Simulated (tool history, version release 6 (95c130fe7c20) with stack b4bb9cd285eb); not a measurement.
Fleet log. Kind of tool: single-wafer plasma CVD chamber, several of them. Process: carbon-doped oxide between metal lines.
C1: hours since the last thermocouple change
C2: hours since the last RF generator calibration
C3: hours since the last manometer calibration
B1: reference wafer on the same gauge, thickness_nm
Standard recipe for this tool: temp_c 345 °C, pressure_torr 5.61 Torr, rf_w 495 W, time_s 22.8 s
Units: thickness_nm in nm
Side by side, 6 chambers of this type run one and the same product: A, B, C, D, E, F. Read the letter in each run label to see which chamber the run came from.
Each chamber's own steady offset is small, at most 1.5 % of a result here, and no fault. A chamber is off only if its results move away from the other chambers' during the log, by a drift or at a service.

{"run": "1D", "hour": 8.8, "temp_c": 345, "pressure_torr": 5.61, "rf_w": 495, "time_s": 22.8, "C1": 883.2, "C2": 37.8, "C3": 34.2, "B1": 141.08, "thickness_nm": 119.88}
{"run": "2E", "hour": 14.1, "temp_c": 345, "pressure_torr": 5.61, "rf_w": 495, "time_s": 22.8, "C1": 521.2, "C2": 1456.3, "C3": 1207, "B1": 141.04, "thickness_nm": 118.85}
{"run": "3A", "hour": 22.9, "temp_c": 345, "pressure_torr": 5.61, "rf_w": 495, "time_s": 22.8, "C1": 1280.5, "C2": 475.6, "C3": 1412, "B1": 141.17, "thickness_nm": 120.36}
{"run": "4F", "hour": 27.4, "temp_c": 345, "pressure_torr": 5.61, "rf_w": 495, "time_s": 22.8, "C1": 1037.1, "C2": 1840, "C3": 351, "B1": 140.85, "thickness_nm": 118.52}
{"run": "5B", "hour": 32.7, "temp_c": 345, "pressure_torr": 5.61, "rf_w": 495, "time_s": 22.8, "C1": 75.9, "C2": 782.6, "C3": 900.4, "B1": 141.05, "thickness_nm": 121.22}
{"run": "6C", "hour": 36.8, "temp_c": 345, "pressure_torr": 5.61, "rf_w": 495, "time_s": 22.8, "C1": 734.8, "C2": 799.9, "C3": 282, "B1": 140.9, "thickness_nm": 119.83}
{"run": "7D", "hour": 45.5, "temp_c": 345, "pressure_torr": 5.61, "rf_w": 495, "time_s": 22.8, "C1": 919.9, "C2": 74.5, "C3": 70.9, "B1": 140.92, "thickness_nm": 120.53}
{"run": "8E", "hour": 53.3, "temp_c": 345, "pressure_torr": 5.61, "rf_w": 495, "time_s": 22.8, "C1": 560.4, "C2": 1495.5, "C3": 1246.2, "B1": 140.88, "thickness_nm": 120.05}
{"run": "9B", "hour": 58.5, "temp_c": 345, "pressure_torr": 5.61, "rf_w": 495, "time_s": 22.8, "C1": 101.7, "C2": 808.4, "C3": 926.2, "B1": 141.12, "thickness_nm": 121.44}
{"run": "10C", "hour": 65.5, "temp_c": 345, "pressure_torr": 5.61, "rf_w": 495, "time_s": 26.5, "C1": 763.5, "C2": 828.6, "C3": 310.7, "B1": 141.03, "thickness_nm": 139.65}
{"run": "11F", "hour": 73.2, "temp_c": 345, "pressure_torr": 5.61, "rf_w": 495, "time_s": 26.5, "C1": 1082.9, "C2": 1885.8, "C3": 396.8, "B1": 141.04, "thickness_nm": 137.75}
{"run": "12A", "hour": 79.0, "temp_c": 345, "pressure_torr": 5.61, "rf_w": 495, "time_s": 26.5, "C1": 1336.6, "C2": 531.7, "C3": 1468.1, "B1": 141.06, "thickness_nm": 139.62}
{"run": "13F", "hour": 84.1, "temp_c": 345, "pressure_torr": 5.61, "rf_w": 495, "time_s": 26.5, "C1": 1093.8, "C2": 1896.7, "C3": 407.7, "B1": 140.98, "thickness_nm": 137.88}
{"run": "14B", "hour": 91.2, "temp_c": 345, "pressure_torr": 5.61, "rf_w": 495, "time_s": 26.5, "C1": 134.4, "C2": 841.1, "C3": 958.9, "B1": 141, "thickness_nm": 140.61}
{"run": "15A", "hour": 95.7, "temp_c": 345, "pressure_torr": 5.61, "rf_w": 495, "time_s": 26.5, "C1": 1353.3, "C2": 548.4, "C3": 1484.8, "B1": 140.88, "thickness_nm": 139.95}
{"run": "16D", "hour": 104.1, "temp_c": 345, "pressure_torr": 5.61, "rf_w": 495, "time_s": 22.8, "C1": 978.5, "C2": 133.1, "C3": 129.5, "B1": 140.94, "thickness_nm": 120.22}
{"run": "17C", "hour": 112.2, "temp_c": 345, "pressure_torr": 5.61, "rf_w": 585, "time_s": 24.5, "C1": 810.2, "C2": 875.3, "C3": 357.4, "B1": 141.01, "thickness_nm": 143.88}
{"run": "18E", "hour": 120.8, "temp_c": 345, "pressure_torr": 5.61, "rf_w": 585, "time_s": 24.5, "C1": 627.9, "C2": 1563, "C3": 1313.7, "B1": 140.89, "thickness_nm": 141.18}
{"run": "19E", "hour": 128.9, "temp_c": 345, "pressure_torr": 5.61, "rf_w": 585, "time_s": 24.5, "C1": 636, "C2": 1571.1, "C3": 1321.8, "B1": 140.83, "thickness_nm": 140.99}
{"run": "20C", "hour": 137.1, "temp_c": 345, "pressure_torr": 5.61, "rf_w": 585, "time_s": 24.5, "C1": 835.1, "C2": 900.2, "C3": 382.3, "B1": 140.87, "thickness_nm": 142.58}
{"run": "21A", "hour": 142.1, "temp_c": 345, "pressure_torr": 5.61, "rf_w": 585, "time_s": 24.5, "C1": 1399.7, "C2": 594.8, "C3": 1531.2, "B1": 141.03, "thickness_nm": 143.7}
{"run": "22B", "hour": 148.5, "temp_c": 345, "pressure_torr": 5.61, "rf_w": 585, "time_s": 24.5, "C1": 191.7, "C2": 898.4, "C3": 1016.2, "B1": 140.93, "thickness_nm": 144.89}
{"run": "23D", "hour": 157.2, "temp_c": 345, "pressure_torr": 5.61, "rf_w": 495, "time_s": 22.8, "C1": 1031.6, "C2": 186.2, "C3": 182.6, "B1": 140.97, "thickness_nm": 120.09}
{"run": "24F", "hour": 164.0, "temp_c": 345, "pressure_torr": 5.61, "rf_w": 495, "time_s": 22.8, "C1": 1173.7, "C2": 1976.6, "C3": 487.6, "B1": 141.03, "thickness_nm": 119.07}
{"run": "25C", "hour": 171.0, "temp_c": 345, "pressure_torr": 5.61, "rf_w": 495, "time_s": 22.8, "C1": 869, "C2": 934.1, "C3": 416.2, "B1": 141.02, "thickness_nm": 120}
{"run": "26E", "hour": 175.3, "temp_c": 345, "pressure_torr": 5.61, "rf_w": 495, "time_s": 22.8, "C1": 682.4, "C2": 1617.5, "C3": 1368.2, "B1": 141.1, "thickness_nm": 117.98}
{"hour": 175.7, "done": "chamber B: capacitance manometer re-zeroed and calibrated"}
{"run": "27A", "hour": 182.7, "temp_c": 345, "pressure_torr": 5.61, "rf_w": 495, "time_s": 22.8, "C1": 1440.3, "C2": 635.4, "C3": 1571.8, "B1": 140.93, "thickness_nm": 120.36}
{"run": "28F", "hour": 186.8, "temp_c": 345, "pressure_torr": 5.61, "rf_w": 495, "time_s": 22.8, "C1": 1196.5, "C2": 1999.4, "C3": 510.4, "B1": 141.04, "thickness_nm": 118.61}
{"run": "29B", "hour": 191.8, "temp_c": 345, "pressure_torr": 5.61, "rf_w": 495, "time_s": 22.8, "C1": 235, "C2": 941.7, "C3": 16.2, "B1": 141.09, "thickness_nm": 121.35}
{"run": "30D", "hour": 197.5, "temp_c": 345, "pressure_torr": 5.61, "rf_w": 495, "time_s": 22.8, "C1": 1071.9, "C2": 226.5, "C3": 222.9, "B1": 140.9, "thickness_nm": 120.11}
{"run": "31F", "hour": 203.7, "temp_c": 345, "pressure_torr": 5.61, "rf_w": 495, "time_s": 22.8, "C1": 1213.4, "C2": 2016.3, "C3": 527.3, "B1": 140.95, "thickness_nm": 119.2}
{"run": "32C", "hour": 210.8, "temp_c": 345, "pressure_torr": 5.61, "rf_w": 495, "time_s": 22.8, "C1": 908.8, "C2": 973.9, "C3": 456, "B1": 140.93, "thickness_nm": 119.95}
{"run": "33E", "hour": 218.0, "temp_c": 345, "pressure_torr": 5.61, "rf_w": 495, "time_s": 22.8, "C1": 725.1, "C2": 1660.2, "C3": 1410.9, "B1": 141.01, "thickness_nm": 116.49}
{"hour": 218.5, "done": "chamber B: RF generator calibrated"}
{"run": "34A", "hour": 223.8, "temp_c": 345, "pressure_torr": 5.61, "rf_w": 495, "time_s": 22.8, "C1": 1481.4, "C2": 676.5, "C3": 1612.9, "B1": 141.11, "thickness_nm": 120.53}
{"run": "35B", "hour": 229.8, "temp_c": 345, "pressure_torr": 5.61, "rf_w": 495, "time_s": 22.8, "C1": 273, "C2": 11.4, "C3": 54.2, "B1": 141.07, "thickness_nm": 122}
{"run": "36D", "hour": 236.1, "temp_c": 345, "pressure_torr": 5.61, "rf_w": 495, "time_s": 22.8, "C1": 1110.5, "C2": 265.1, "C3": 261.5, "B1": 140.96, "thickness_nm": 120.24}
{"run": "37E", "hour": 240.9, "temp_c": 345, "pressure_torr": 5.61, "rf_w": 495, "time_s": 22.8, "C1": 748, "C2": 1683.1, "C3": 1433.8, "B1": 140.96, "thickness_nm": 115.64}
{"run": "38C", "hour": 248.2, "temp_c": 345, "pressure_torr": 5.61, "rf_w": 425, "time_s": 22.8, "C1": 946.2, "C2": 1011.3, "C3": 493.4, "B1": 141.09, "thickness_nm": 108.02}
{"run": "39B", "hour": 255.5, "temp_c": 345, "pressure_torr": 5.61, "rf_w": 425, "time_s": 22.8, "C1": 298.7, "C2": 37.1, "C3": 79.9, "B1": 140.97, "thickness_nm": 108.77}
{"run": "40A", "hour": 264.5, "temp_c": 345, "pressure_torr": 5.61, "rf_w": 425, "time_s": 22.8, "C1": 1522.1, "C2": 717.2, "C3": 1653.6, "B1": 141, "thickness_nm": 108.33}
{"run": "41D", "hour": 270.6, "temp_c": 345, "pressure_torr": 5.61, "rf_w": 425, "time_s": 22.8, "C1": 1145, "C2": 299.6, "C3": 296, "B1": 140.98, "thickness_nm": 108.39}
{"run": "42F", "hour": 274.7, "temp_c": 345, "pressure_torr": 5.61, "rf_w": 425, "time_s": 22.8, "C1": 1284.4, "C2": 2087.3, "C3": 598.3, "B1": 140.92, "thickness_nm": 107.52}

One chamber off, gauge drift, or nothing amiss beyond the chambers' own small offsets? If it is a chamber, which one, and what is the likeliest cause?

Chamber E drifts away from the others.
What lies behind it: delivered RF power below the setpoint (%) = 7.75.

Which of the 4 candidates below, each the usual settings with something changed and its results left as question marks, puts chamber E back in line with what the other chambers give on the usual settings?
In line means no further than this from the other chambers' mean on the usual settings: thickness_nm 1.5 nm
{"run": "43E-1", "hour": 281.3, "temp_c": 345, "pressure_torr": 5.63, "rf_w": 495, "time_s": 23.3, "thickness_nm": "?"}
{"run": "43E-2", "hour": 281.3, "temp_c": 345, "pressure_torr": 5.61, "rf_w": 460, "time_s": 22.8, "thickness_nm": "?"}
{"run": "43E-3", "hour": 281.3, "temp_c": 345, "pressure_torr": 5.67, "rf_w": 495, "time_s": 24, "thickness_nm": "?"}
{"run": "43E-4", "hour": 281.3, "temp_c": 345, "pressure_torr": 5.59, "rf_w": 490, "time_s": 22.5, "thickness_nm": "?"}

The mean the other chambers reach with the usual settings: thickness_nm 120.18 nm
run=43E-1 thickness_nm=116.3
run=43E-2 thickness_nm=107.91
run=43E-3 thickness_nm=119.83
run=43E-4 thickness_nm=111.52
The answer is 43E-3, which returns the chamber to within the allowed miss of the others.
